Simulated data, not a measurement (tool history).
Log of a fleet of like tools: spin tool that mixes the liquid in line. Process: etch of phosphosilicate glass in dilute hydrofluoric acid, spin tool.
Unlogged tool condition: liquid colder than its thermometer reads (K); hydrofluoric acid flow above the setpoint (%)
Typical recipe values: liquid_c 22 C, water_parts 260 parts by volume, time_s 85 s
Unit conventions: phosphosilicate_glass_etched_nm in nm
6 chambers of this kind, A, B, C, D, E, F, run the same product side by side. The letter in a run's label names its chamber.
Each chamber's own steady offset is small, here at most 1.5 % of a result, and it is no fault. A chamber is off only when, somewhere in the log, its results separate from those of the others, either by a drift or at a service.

run	hour	liquid_c	water_parts	time_s	hours since the thermometer was replaced	hours since the hydrofluoric acid flow meter was replaced	read-back film thickness of the phosphosilicate glass reference wafer, read on the same gauge (nm)	phosphosilicate_glass_etched_nm
1E	5.3	22	260	85	705	2112.8	80.004	20.528
2B	12.1	22	260	85	240.4	61.2	79.99	20.001
3F	19	22	260	85	641.5	445.7	80.005	20.19
4A	28.8	22	260	85	267.3	663.7	80.009	20.402
5C	37.3	22	260	85	106.7	312.6	79.975	20.419
6D	41.9	22	260	85	319.8	978.8	79.971	19.932
7A	48	26.5	260	110	286.5	682.9	79.971	30.686
8C	55.5	26.5	260	110	124.9	330.8	79.976	30.595
9F	61	26.5	260	110	683.5	487.7	79.987	31.008
10B	68.7	26.5	260	110	297	117.8	79.949	30.618
11E	76.9	26.5	260	110	776.6	2184.4	79.979	31.408
12D	83.8	26.5	260	110	361.7	1020.7	80.035	30.149
# hour 86.2: chamber D: hydrofluoric acid flow meter replaced
13E	89.9	22	385	105	789.6	2197.4	79.954	15.254
14C	99.7	22	385	105	169.1	375	80.015	15.23
15B	106.3	22	385	105	334.6	155.4	79.972	14.985
16D	111.9	22	385	105	389.8	25.7	80.029	14.621
17A	121.4	22	385	105	359.9	756.3	80.001	15.228
18F	126	22	385	105	748.5	552.7	80.005	14.979
19C	133.5	22	260	85	202.9	408.8	79.981	20.646
20B	138.2	22	160	65	366.5	187.3	79.993	27.939
21D	143.5	22	160	65	421.4	57.3	80.018	27.919
22A	148.8	22	160	65	387.3	783.7	80.026	27.504
23E	158.4	22	160	65	858.1	2265.9	79.96	27.735
24F	168	22	160	65	790.5	594.7	80.021	27.949
25D	176	22	160	65	453.9	89.8	79.99	27.933
26E	185.2	22	260	85	884.9	2292.7	80.018	20.229
27B	191.4	20	145	85	419.7	240.5	79.988	38.169
28F	199.1	20	145	85	821.6	625.8	80.019	38.456
29C	207	20	145	85	276.4	482.3	79.961	39.096
30A	216.7	20	145	85	455.2	851.6	79.978	38.192
31A	222.2	20	145	85	460.7	857.1	79.972	37.604
32F	228.6	20	145	85	851.1	655.3	80.008	38.141
# hour 236.3: chamber E: hydrofluoric acid flow meter replaced
33D	236.4	26.5	310	85	514.3	150.2	79.981	18.873
34B	242.1	26.5	310	85	470.4	291.2	80.016	18.646
35C	251.1	26.5	310	85	320.5	526.4	79.979	21.04
36E	257.6	26.5	310	85	957.3	21.3	80.027	18.864
37C	263.8	26.5	310	85	333.2	539.1	79.998	20.742

Next, every chamber runs the same settings. What will each give?
38A	271.3	22	260	85				?
38B	271.3	22	260	85				?
38C	271.3	22	260	85				?
38D	271.3	22	260	85				?
38E	271.3	22	260	85				?
38F	271.3	22	260	85				?

run	phosphosilicate_glass_etched_nm
38A	20.585
38B	20.082
38C	22.001
38D	19.799
38E	20.606
38F	19.98
